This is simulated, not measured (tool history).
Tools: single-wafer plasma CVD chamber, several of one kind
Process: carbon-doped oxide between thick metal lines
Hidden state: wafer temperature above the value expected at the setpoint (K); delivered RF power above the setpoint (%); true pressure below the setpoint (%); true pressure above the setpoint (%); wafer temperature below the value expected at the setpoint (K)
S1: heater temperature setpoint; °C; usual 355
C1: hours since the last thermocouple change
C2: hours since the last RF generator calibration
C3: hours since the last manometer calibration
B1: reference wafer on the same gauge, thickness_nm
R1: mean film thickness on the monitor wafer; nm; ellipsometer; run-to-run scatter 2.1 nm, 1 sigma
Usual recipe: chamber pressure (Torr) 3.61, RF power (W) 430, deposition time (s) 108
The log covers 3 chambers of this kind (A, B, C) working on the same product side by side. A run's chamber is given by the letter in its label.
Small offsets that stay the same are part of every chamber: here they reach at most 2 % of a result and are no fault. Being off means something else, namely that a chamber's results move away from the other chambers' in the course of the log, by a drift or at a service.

run 1B day=0.467 | S1=355 chamber_pressure_(Torr)=3.61 RF_power_(W)=430 deposition_time_(s)=108 | C1=250.2 C2=1204.5 C3=1256.9 | B1=387.29 | R1=467.22
run 2A day=0.938 | S1=355 chamber_pressure_(Torr)=3.61 RF_power_(W)=430 deposition_time_(s)=108 | C1=256.7 C2=1475.3 C3=24.0 | B1=387.28 | R1=473.29
run 3C day=1.412 | S1=355 chamber_pressure_(Torr)=3.61 RF_power_(W)=430 deposition_time_(s)=108 | C1=1385.2 C2=1557.7 C3=725.1 | B1=386.74 | R1=460.14
run 4B day=1.758 | S1=355 chamber_pressure_(Torr)=3.61 RF_power_(W)=430 deposition_time_(s)=108 | C1=281.2 C2=1235.5 C3=1287.9 | B1=387.24 | R1=460.11
run 5A day=2.096 | S1=355 chamber_pressure_(Torr)=3.61 RF_power_(W)=430 deposition_time_(s)=108 | C1=284.5 C2=1503.1 C3=51.8 | B1=386.91 | R1=473.69
-- day=2.162 chamber B: capacitance manometer re-zeroed and calibrated
run 6C day=2.483 | S1=355 chamber_pressure_(Torr)=3.61 RF_power_(W)=430 deposition_time_(s)=108 | C1=1410.9 C2=1583.4 C3=750.8 | B1=387.11 | R1=457.88
run 7A day=2.792 | S1=355 chamber_pressure_(Torr)=3.61 RF_power_(W)=430 deposition_time_(s)=108 | C1=301.2 C2=1519.8 C3=68.5 | B1=386.78 | R1=469.76
run 8B day=3.271 | S1=355 chamber_pressure_(Torr)=3.61 RF_power_(W)=430 deposition_time_(s)=108 | C1=317.5 C2=1271.8 C3=26.7 | B1=387.37 | R1=463.38
run 9C day=3.667 | S1=355 chamber_pressure_(Torr)=3.61 RF_power_(W)=430 deposition_time_(s)=108 | C1=1439.3 C2=1611.8 C3=779.2 | B1=386.89 | R1=457.12
run 10C day=4.104 | S1=355 chamber_pressure_(Torr)=3.61 RF_power_(W)=430 deposition_time_(s)=108 | C1=1449.8 C2=1622.3 C3=789.7 | B1=387.15 | R1=459.06
run 11B day=4.379 | S1=355 chamber_pressure_(Torr)=4.03 RF_power_(W)=430 deposition_time_(s)=108 | C1=344.1 C2=1298.4 C3=53.3 | B1=386.96 | R1=466.47
run 12A day=4.750 | S1=355 chamber_pressure_(Torr)=4.03 RF_power_(W)=430 deposition_time_(s)=108 | C1=348.2 C2=1566.8 C3=115.5 | B1=386.92 | R1=479.76
run 13A day=4.979 | S1=355 chamber_pressure_(Torr)=4.03 RF_power_(W)=430 deposition_time_(s)=108 | C1=353.7 C2=1572.3 C3=121.0 | B1=387.04 | R1=482.47
run 14B day=5.221 | S1=362 chamber_pressure_(Torr)=3.61 RF_power_(W)=430 deposition_time_(s)=87 | C1=364.3 C2=1318.6 C3=73.5 | B1=386.80 | R1=364.03
run 15C day=5.675 | S1=362 chamber_pressure_(Torr)=3.61 RF_power_(W)=430 deposition_time_(s)=87 | C1=1487.5 C2=1660.0 C3=827.4 | B1=387.32 | R1=363.52
run 16B day=5.954 | S1=362 chamber_pressure_(Torr)=3.61 RF_power_(W)=430 deposition_time_(s)=87 | C1=381.9 C2=1336.2 C3=91.1 | B1=386.93 | R1=366.74
run 17C day=6.367 | S1=355 chamber_pressure_(Torr)=3.61 RF_power_(W)=350 deposition_time_(s)=115 | C1=1504.1 C2=1676.6 C3=844.0 | B1=386.97 | R1=418.77
run 18A day=6.879 | S1=355 chamber_pressure_(Torr)=3.61 RF_power_(W)=350 deposition_time_(s)=115 | C1=399.3 C2=1617.9 C3=166.6 | B1=387.34 | R1=432.73
run 19C day=7.300 | S1=355 chamber_pressure_(Torr)=3.61 RF_power_(W)=350 deposition_time_(s)=115 | C1=1526.5 C2=1699.0 C3=866.4 | B1=387.04 | R1=420.63
run 20B day=7.671 | S1=355 chamber_pressure_(Torr)=3.61 RF_power_(W)=430 deposition_time_(s)=108 | C1=423.1 C2=1377.4 C3=132.3 | B1=387.12 | R1=461.99
run 21A day=8.150 | S1=355 chamber_pressure_(Torr)=3.61 RF_power_(W)=430 deposition_time_(s)=108 | C1=429.8 C2=1648.4 C3=197.1 | B1=386.82 | R1=467.86
run 22B day=8.483 | S1=348 chamber_pressure_(Torr)=3.61 RF_power_(W)=430 deposition_time_(s)=108 | C1=442.6 C2=1396.9 C3=151.8 | B1=387.11 | R1=467.94
run 23A day=8.896 | S1=348 chamber_pressure_(Torr)=3.61 RF_power_(W)=430 deposition_time_(s)=108 | C1=447.7 C2=1666.3 C3=215.0 | B1=387.13 | R1=478.99
run 24C day=9.371 | S1=348 chamber_pressure_(Torr)=3.61 RF_power_(W)=430 deposition_time_(s)=108 | C1=1576.2 C2=1748.7 C3=916.1 | B1=387.02 | R1=464.14
run 25A day=9.621 | S1=355 chamber_pressure_(Torr)=3.61 RF_power_(W)=430 deposition_time_(s)=108 | C1=465.1 C2=1683.7 C3=232.4 | B1=386.63 | R1=468.13
run 26C day=10.129 | S1=365 chamber_pressure_(Torr)=3.28 RF_power_(W)=430 deposition_time_(s)=108 | C1=1594.4 C2=1766.9 C3=934.3 | B1=387.02 | R1=441.48
run 27B day=10.471 | S1=365 chamber_pressure_(Torr)=3.28 RF_power_(W)=430 deposition_time_(s)=108 | C1=490.3 C2=1444.6 C3=199.5 | B1=386.96 | R1=446.68
run 28A day=10.821 | S1=365 chamber_pressure_(Torr)=3.28 RF_power_(W)=430 deposition_time_(s)=108 | C1=493.9 C2=1712.5 C3=261.2 | B1=387.02 | R1=454.15
run 29B day=11.321 | S1=355 chamber_pressure_(Torr)=3.61 RF_power_(W)=430 deposition_time_(s)=108 | C1=510.7 C2=1465.0 C3=219.9 | B1=387.09 | R1=460.02
run 30C day=11.758 | S1=350 chamber_pressure_(Torr)=3.61 RF_power_(W)=430 deposition_time_(s)=91 | C1=1633.5 C2=1806.0 C3=973.4 | B1=387.55 | R1=390.03
run 31B day=12.196 | S1=350 chamber_pressure_(Torr)=3.61 RF_power_(W)=430 deposition_time_(s)=91 | C1=531.7 C2=1486.0 C3=240.9 | B1=387.19 | R1=396.39
run 32C day=12.529 | S1=350 chamber_pressure_(Torr)=3.61 RF_power_(W)=430 deposition_time_(s)=91 | C1=1652.0 C2=1824.5 C3=991.9 | B1=387.14 | R1=393.19
run 33A day=13.012 | S1=355 chamber_pressure_(Torr)=3.61 RF_power_(W)=430 deposition_time_(s)=108 | C1=546.5 C2=1765.1 C3=313.8 | B1=387.07 | R1=475.26
run 34B day=13.525 | S1=355 chamber_pressure_(Torr)=3.61 RF_power_(W)=430 deposition_time_(s)=108 | C1=563.6 C2=1517.9 C3=272.8 | B1=387.45 | R1=461.20
run 35C day=13.892 | S1=355 chamber_pressure_(Torr)=3.61 RF_power_(W)=430 deposition_time_(s)=108 | C1=1684.7 C2=1857.2 C3=1024.6 | B1=387.17 | R1=458.28
run 36A day=14.188 | S1=355 chamber_pressure_(Torr)=3.61 RF_power_(W)=430 deposition_time_(s)=108 | C1=574.7 C2=1793.3 C3=342.0 | B1=386.85 | R1=475.24
run 37C day=14.517 | S1=355 chamber_pressure_(Torr)=3.61 RF_power_(W)=430 deposition_time_(s)=108 | C1=1699.7 C2=1872.2 C3=1039.6 | B1=387.38 | R1=458.31
run 38A day=15.021 | S1=355 chamber_pressure_(Torr)=3.61 RF_power_(W)=430 deposition_time_(s)=108 | C1=594.7 C2=1813.3 C3=362.0 | B1=386.61 | R1=475.70
run 39B day=15.354 | S1=355 chamber_pressure_(Torr)=3.61 RF_power_(W)=430 deposition_time_(s)=108 | C1=607.5 C2=1561.8 C3=316.7 | B1=387.00 | R1=458.52
run 40C day=15.800 | S1=355 chamber_pressure_(Torr)=3.61 RF_power_(W)=430 deposition_time_(s)=108 | C1=1730.5 C2=1903.0 C3=1070.4 | B1=387.35 | R1=460.89

What goes on in this fleet: one chamber off, a drifting gauge, or nothing beyond the chambers' own small offsets? Name the chamber and the cause, if any.

No chamber stands off beyond its own small offset, and the gauge holds steady.
